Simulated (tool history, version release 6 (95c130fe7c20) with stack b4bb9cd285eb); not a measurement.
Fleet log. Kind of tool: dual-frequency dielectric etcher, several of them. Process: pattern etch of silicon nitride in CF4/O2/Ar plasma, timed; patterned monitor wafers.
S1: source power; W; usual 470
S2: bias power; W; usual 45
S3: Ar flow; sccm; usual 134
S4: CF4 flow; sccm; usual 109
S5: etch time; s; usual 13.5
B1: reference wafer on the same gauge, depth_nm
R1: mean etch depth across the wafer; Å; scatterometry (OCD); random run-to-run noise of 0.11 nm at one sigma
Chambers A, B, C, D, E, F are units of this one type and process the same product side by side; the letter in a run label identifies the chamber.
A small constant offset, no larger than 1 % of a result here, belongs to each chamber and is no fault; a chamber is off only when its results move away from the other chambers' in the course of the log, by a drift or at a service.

run,hour,S1,S2,S3,S4,S5,B1,R1
1F,12.2,470,45,134,109,13.5,18.883,227.86
2E,22.9,470,45,134,109,13.5,18.901,226.93
3D,29.5,470,45,134,109,13.5,18.902,227.6
4B,38,470,45,134,109,13.5,18.9,229.63
5A,50.2,470,45,134,109,13.5,18.891,227.56
6C,57.3,470,45,134,109,13.5,18.906,226.84
7E,70.2,470,45,134,109,13.5,18.904,225.86
8F,81,470,45,134,109,13.5,18.895,230.23
9C,92.2,400,36,134,109,13.5,18.904,181.74
10B,99.5,400,36,134,109,13.5,18.894,182.4
11A,107.8,400,36,134,109,13.5,18.912,179.98
12D,116.3,400,36,134,109,13.5,18.893,182.41
13C,123.7,400,36,134,109,13.5,18.909,180.07
14D,133.4,400,36,134,109,13.5,18.898,183.22
15A,144.2,470,45,134,109,13.5,18.91,226.78
16B,156.6,470,45,134,109,13.5,18.899,228.58
17E,165.1,470,45,134,109,13.5,18.904,228.68
18F,179.3,470,45,134,109,13.5,18.895,229.41
19E,190.6,470,45,134,109,13.5,18.891,228.67
# hour 198.9: chamber A: source power generator calibrated
20C,201.2,470,45,134,109,13.5,18.91,226.56
21D,214.3,470,45,134,109,13.5,18.913,226.26
22F,220.6,470,45,134,109,13.5,18.904,230.27
23B,230.5,370,45,134,109,14.5,18.888,197.5
# hour 236.4: chamber A: wet clean of the chamber
# hour 239.4: chamber E: source power generator calibrated
# hour 241: chamber B: wet clean of the chamber
24A,242,370,45,134,109,14.5,18.922,191.72
25C,248.6,370,45,134,109,14.5,18.91,197.03
26A,260.3,370,45,134,109,14.5,18.916,192.56
27E,267.3,370,45,134,109,14.5,18.898,196.39
# hour 267.5: chamber C: Ar flow controller replaced
# hour 268.2: chamber B: bias power generator calibrated
# hour 274.2: chamber D: source power generator calibrated
28F,276.4,370,45,134,109,14.5,18.889,199.01
29B,287.5,470,45,134,109,13.5,18.907,228.57
30D,297.3,470,45,134,109,11,18.909,185.17
31D,308.7,470,45,134,109,11,18.918,185.55
32E,316.2,470,45,134,109,11,18.904,185.57
33A,329.9,470,45,134,109,11,18.913,181
34C,342.8,470,45,134,109,11,18.924,184.65
35B,356.7,470,45,134,109,11,18.872,186.44
# hour 364.4: chamber D: wet clean of the chamber
36F,368.9,470,45,134,109,13.5,18.914,226.81
37A,380.2,400,45,134,109,13.5,18.891,190.91
38D,390.1,400,45,134,109,13.5,18.918,200.28
39B,401.3,400,45,134,109,13.5,18.881,200.04

All chambers now run identical settings, listed one chamber a line with results as question marks. What results will each chamber show?
40A,411.5,470,36,134,109,13.5,,?
40B,411.5,470,36,134,109,13.5,,?
40C,411.5,470,36,134,109,13.5,,?
40D,411.5,470,36,134,109,13.5,,?
40E,411.5,470,36,134,109,13.5,,?
40F,411.5,470,36,134,109,13.5,,?

run,R1
40A,203.25
40B,210.71
40C,207.17
40D,209.71
40E,209.79
40F,209.66
